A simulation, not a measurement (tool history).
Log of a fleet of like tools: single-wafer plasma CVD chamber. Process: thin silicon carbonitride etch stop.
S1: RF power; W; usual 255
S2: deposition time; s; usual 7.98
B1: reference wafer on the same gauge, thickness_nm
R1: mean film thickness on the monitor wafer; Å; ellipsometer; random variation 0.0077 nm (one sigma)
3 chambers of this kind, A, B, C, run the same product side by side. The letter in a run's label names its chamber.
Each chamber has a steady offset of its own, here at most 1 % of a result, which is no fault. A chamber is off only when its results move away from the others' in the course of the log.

run,hour,S1,S2,B1,R1
1C,6.2,255,7.98,4.1699,49.306
2A,10.7,255,7.98,4.1683,48.689
3B,16.1,255,7.98,4.1685,49.332
4C,20.2,255,7.98,4.1664,49.316
5A,23.7,285,7.98,4.1659,50.356
6B,28,285,7.98,4.1658,50.883
7C,31.3,285,7.98,4.1648,51.059
8A,34.7,255,7.98,4.1657,48.75
9B,42,255,7.98,4.1642,49.246
10C,48.5,255,7.98,4.1629,49.28
11A,55.3,255,7.98,4.1622,48.521
12B,60,255,7.98,4.1617,49.317
13B,65.5,255,7.98,4.1632,49.233
14A,71.6,255,7.98,4.1616,48.492
15C,76.6,255,7.98,4.1587,49.151
16A,84.3,255,7.98,4.1588,48.628
17B,89.6,255,7.98,4.1559,49.243
18C,96.2,255,7.98,4.156,49.115
19A,103.2,255,7.98,4.1561,48.654
20B,106.6,255,7.98,4.1556,49.05
21C,110.4,305,7.98,4.1556,51.974
22B,113.8,305,7.98,4.1535,51.94
23A,118.8,305,7.98,4.1532,51.315
24C,123.9,255,7.98,4.155,49.029
25A,129.7,255,7.98,4.1513,48.385
26B,135.4,255,7.98,4.1509,49.109
27C,139.7,255,7.98,4.149,49.039
28C,144.6,255,7.98,4.1513,49.168
29A,148.2,255,7.98,4.1489,48.458
30B,152.2,255,9.41,4.1502,57.74
31A,155.7,255,9.41,4.1474,57.074
32B,160,255,9.41,4.1496,57.916
33C,165.2,255,7.98,4.1466,49.153
34A,172.9,255,7.98,4.147,48.493
35B,176.7,255,7.98,4.1453,48.993
36C,180.8,255,7.98,4.1449,48.991
37B,186.3,255,7.98,4.1449,49.061
38C,192.5,255,7.98,4.1434,49.033

Next, every chamber runs the same settings. What will each give?
39A,198,290,7.98,,?
39B,198,290,7.98,,?
39C,198,290,7.98,,?

run,R1
39A,50.331
39B,50.876
39C,50.897

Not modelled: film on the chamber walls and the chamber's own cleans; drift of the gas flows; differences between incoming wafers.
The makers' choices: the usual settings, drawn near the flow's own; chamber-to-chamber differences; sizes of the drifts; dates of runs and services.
